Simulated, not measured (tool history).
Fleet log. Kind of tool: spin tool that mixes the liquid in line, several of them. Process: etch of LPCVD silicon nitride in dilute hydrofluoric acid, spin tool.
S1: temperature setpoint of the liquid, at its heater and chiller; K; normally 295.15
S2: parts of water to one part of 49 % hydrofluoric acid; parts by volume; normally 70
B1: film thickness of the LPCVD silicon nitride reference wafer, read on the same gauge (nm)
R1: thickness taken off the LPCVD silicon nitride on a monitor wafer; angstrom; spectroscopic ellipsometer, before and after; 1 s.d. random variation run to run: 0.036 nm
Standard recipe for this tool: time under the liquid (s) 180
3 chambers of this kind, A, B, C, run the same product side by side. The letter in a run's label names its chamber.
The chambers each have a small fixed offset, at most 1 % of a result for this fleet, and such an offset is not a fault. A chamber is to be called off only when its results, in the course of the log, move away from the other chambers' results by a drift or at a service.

run 1B hour=3.7 | S1=295.15 S2=70 time_under_the_liquid_(s)=180 | B1=69.994 | R1=9.9759
run 2C hour=7.5 | S1=295.15 S2=70 time_under_the_liquid_(s)=180 | B1=69.988 | R1=9.9488
run 3A hour=12.1 | S1=295.15 S2=70 time_under_the_liquid_(s)=180 | B1=70.007 | R1=9.2781
run 4C hour=15.4 | S1=295.15 S2=70 time_under_the_liquid_(s)=180 | B1=69.983 | R1=10.341
run 5B hour=19.7 | S1=295.15 S2=70 time_under_the_liquid_(s)=180 | B1=70.007 | R1=10.025
run 6A hour=23.9 | S1=298.15 S2=70 time_under_the_liquid_(s)=180 | B1=69.981 | R1=12.406
run 7B hour=27.3 | S1=298.15 S2=70 time_under_the_liquid_(s)=180 | B1=70.009 | R1=12.223
run 8A hour=33.8 | S1=298.15 S2=70 time_under_the_liquid_(s)=180 | B1=70.014 | R1=12.233
run 9C hour=39.6 | S1=295.15 S2=70 time_under_the_liquid_(s)=180 | B1=70 | R1=10.399
run 10C hour=43.8 | S1=295.15 S2=70 time_under_the_liquid_(s)=180 | B1=70.013 | R1=10.057
run 11A hour=47.1 | S1=295.15 S2=70 time_under_the_liquid_(s)=180 | B1=70.011 | R1=10.003
run 12B hour=54.2 | S1=295.15 S2=70 time_under_the_liquid_(s)=180 | B1=69.981 | R1=10.027
run 13C hour=57.7 | S1=295.15 S2=70 time_under_the_liquid_(s)=180 | B1=70.032 | R1=10.065
run 14A hour=63.6 | S1=295.15 S2=70 time_under_the_liquid_(s)=180 | B1=70.008 | R1=9.991
run 15B hour=70 | S1=298.15 S2=80 time_under_the_liquid_(s)=180 | B1=70.006 | R1=10.554
run 16A hour=73.9 | S1=298.15 S2=80 time_under_the_liquid_(s)=180 | B1=70.009 | R1=11.153
run 17C hour=77.2 | S1=298.15 S2=80 time_under_the_liquid_(s)=180 | B1=70 | R1=10.182
run 18B hour=80.5 | S1=295.15 S2=70 time_under_the_liquid_(s)=180 | B1=70.011 | R1=9.6111
run 19C hour=87.3 | S1=295.15 S2=70 time_under_the_liquid_(s)=180 | B1=69.98 | R1=9.6955
run 20A hour=92.5 | S1=295.15 S2=70 time_under_the_liquid_(s)=180 | B1=70.014 | R1=10.018
run 21B hour=96.7 | S1=295.15 S2=70 time_under_the_liquid_(s)=180 | B1=69.98 | R1=10.292

Each of the 3 chambers runs these same settings next. Fill in every chamber's results:
run 22A hour=101.8 | S1=295.15 S2=70 time_under_the_liquid_(s)=180 | R1=?
run 22B hour=101.8 | S1=295.15 S2=70 time_under_the_liquid_(s)=180 | R1=?
run 22C hour=101.8 | S1=295.15 S2=70 time_under_the_liquid_(s)=180 | R1=?

run=22A R1=9.1664
run=22B R1=10.536
run=22C R1=9.9821
